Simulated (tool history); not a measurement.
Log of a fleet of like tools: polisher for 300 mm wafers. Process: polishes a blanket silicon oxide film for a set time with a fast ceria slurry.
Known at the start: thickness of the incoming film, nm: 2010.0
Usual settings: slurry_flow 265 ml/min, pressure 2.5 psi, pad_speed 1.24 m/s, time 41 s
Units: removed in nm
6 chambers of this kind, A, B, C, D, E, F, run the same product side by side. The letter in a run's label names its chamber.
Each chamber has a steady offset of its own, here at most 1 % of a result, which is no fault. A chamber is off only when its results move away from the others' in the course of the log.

run   hour  slurry_flow  pressure  pad_speed  time  wafers polished on this pad  hours since the slurry nozzle was cleaned  hours since the head pressure was calibrated  removed
       8.2  -- chamber E: worn pad replaced by a new one
      13.4  -- chamber B: worn pad replaced by a new one
 1B   14.2          265       2.5       1.24    41                            6                                       77.2                                         135.2   736.19
      19.9  -- chamber F: worn pad replaced by a new one
 2A   23.8          265       2.5       1.24    41                          630                                       81.5                                         637.1   748.74
      28.5  -- chamber C: worn pad replaced by a new one
      29.8  -- chamber A: worn pad replaced by a new one
 3F   37.9          265       2.5       1.24    41                          130                                      350.1                                         969.9   748.53
 4C   50.9          265       2.5       1.24    41                          162                                      196.6                                        1071.9    754.8
 5E   59.3          265         2       1.24    32                          370                                      223.8                                         313.2   474.86
 6D   66.6          265         2       1.24    32                          687                                      242.3                                         441.8    470.4
 7C   75.3          265         2       1.24    32                          339                                        221                                        1096.3   475.84
 8E     82          265         2       1.24    32                          535                                      246.5                                         335.9   470.68
 9A   96.8          265         2       1.24    32                          485                                      154.5                                         710.1   464.92
10B  107.8          265         2       1.24    32                          684                                      170.8                                         228.8   463.37
     110.3  -- chamber B: worn pad replaced by a new one
     111.2  -- chamber D: worn pad replaced by a new one
     116.7  -- chamber E: worn pad replaced by a new one
     118.5  -- chamber C: worn pad replaced by a new one
11D  120.8          265       2.5       1.24    41                           69                                      296.5                                           496   738.03
     122.6  -- chamber A: worn pad replaced by a new one
12F  132.2          265       2.5       1.24    41                          814                                      444.4                                        1064.2   735.33
     138.5  -- chamber F: slurry nozzle cleaned
13F  142.1          265       2.5       1.24    41                          886                                        3.7                                        1074.1   745.76
14E  157.4          175       2.5       1.24    41                          295                                      321.9                                         411.3   722.14
15C  164.9          175       2.5       1.24    41                          337                                      310.6                                        1185.9   721.79
     165.4  -- chamber D: slurry nozzle cleaned
     167.2  -- chamber C: slurry nozzle cleaned
16A  172.3          175       2.5       1.24    41                          360                                        230                                         785.6   717.25
     179.3  -- chamber F: worn pad replaced by a new one
17D  182.7          175       2.5       1.24    41                          518                                       17.3                                         557.9   718.26
18B  196.5          175       2.5       1.24    41                          625                                      259.5                                         317.5   697.43
     205.5  -- chamber C: worn pad replaced by a new one
19D  207.2          175       2.5       1.24    41                          696                                       41.8                                         582.4   702.73
     208.4  -- chamber B: worn pad replaced by a new one
     211.3  -- chamber A: worn pad replaced by a new one
20A  217.1          265       2.5       1.24    41                           42                                      274.8                                         830.4   756.46
       224  -- chamber E: worn pad replaced by a new one
21E  227.5          265       2.1       1.24    41                           26                                        392                                         481.4   629.69
22B  237.4          265       2.1       1.24    41                          210                                      300.4                                         358.4   627.58
     246.7  -- chamber D: worn pad replaced by a new one
23C  252.1          265       2.1       1.24    41                          338                                         85                                        1273.1   641.54
     257.1  -- chamber B: slurry nozzle cleaned
24F  264.8          265       2.1       1.24    41                          620                                      126.4                                        1196.8   634.48
25F  277.5          265       2.1       1.24    41                          712                                      139.1                                        1209.5    627.7
26A  287.2          265       2.1       1.24    41                          550                                      344.9                                         900.5   630.58
     293.8  -- chamber C: head pressure recalibrated
     295.5  -- chamber A: worn pad replaced by a new one
27B  296.5          265       2.5       1.24    41                          639                                       39.4                                         417.5   738.94
       297  -- chamber C: worn pad replaced by a new one
     300.8  -- chamber B: worn pad replaced by a new one
28D  309.7          265       2.5       1.24    41                          457                                      144.3                                         684.9   745.05
     317.4  -- chamber F: worn pad replaced by a new one
29C  320.1          265       2.5       1.24    41                          167                                        153                                          26.4   674.98
       328  -- chamber E: worn pad replaced by a new one
30E  328.3          265       2.5       1.24    41                            2                                      492.8                                         582.2    750.5
31F  336.3          310       2.5       1.24    50                          137                                      197.9                                        1268.3   925.86
32A  347.4          310       2.5       1.24    50                          377                                      405.1                                         960.7   939.08
33E  357.7          310       2.5       1.24    50                          215                                      522.2                                         611.6    945.1
34C    371          310       2.5       1.24    50                          536                                      203.9                                          77.3   837.42
     379.5  -- chamber A: worn pad replaced by a new one
35B  381.3          310       2.5       1.24    50                          584                                      124.2                                         502.3   910.59
     382.4  -- chamber D: worn pad replaced by a new one
     388.4  -- chamber C: worn pad replaced by a new one
36D  392.8          310       2.5       1.24    50                           76                                      227.4                                           768    911.6
     398.3  -- chamber B: worn pad replaced by a new one
37B    405          265       2.5       1.24    41                           48                                      147.9                                           526   743.82
38D  414.2          265       2.5       1.62    41                          231                                      248.8                                         789.4    960.6
39E  424.2          265       2.5       1.62    41                          697                                      588.7                                         678.1   986.22
40C  432.4          265       2.5       1.62    41                          319                                      265.3                                         138.7   875.82
41F  443.8          265       2.5       1.62    41                          917                                      305.4                                        1375.8   970.58
42A  455.7          265       2.5       1.62    41                          552                                      513.4                                          1069   980.95
       459  -- chamber F: worn pad replaced by a new one
43F  470.7          265       2.5       1.62    41                           85                                      332.3                                        1402.7   992.61

What goes on in this fleet: one chamber off, a drifting gauge, or nothing beyond the chambers' own small offsets? Name the chamber and the cause, if any.

A service left chamber C off against the others.
Cause: head's pressure below its setpoint, % = 10.2.

Here are 4 candidates for chamber C's next run, each the usual settings with a change, their results left as question marks. Which one brings its results back in line with what the others give on the usual settings?
In line means no further than this from the other chambers' mean on the usual settings: removed 23 nm
44C-1  481.8          260       2.5       1.24    37                                                                                                                              ?
44C-2  481.8          265       2.5       1.22    40                                                                                                                              ?
44C-3  481.8          265       2.6       1.28    42                                                                                                                              ?
44C-4  481.8          265       2.5       1.24    43                                                                                                                              ?

The other chambers' mean on the usual settings: removed 748.22 nm
  run  removed
44C-1   609.41
44C-2   649.67
44C-3   743.88
44C-4   709.67
44C-3 brings the chamber back in line.
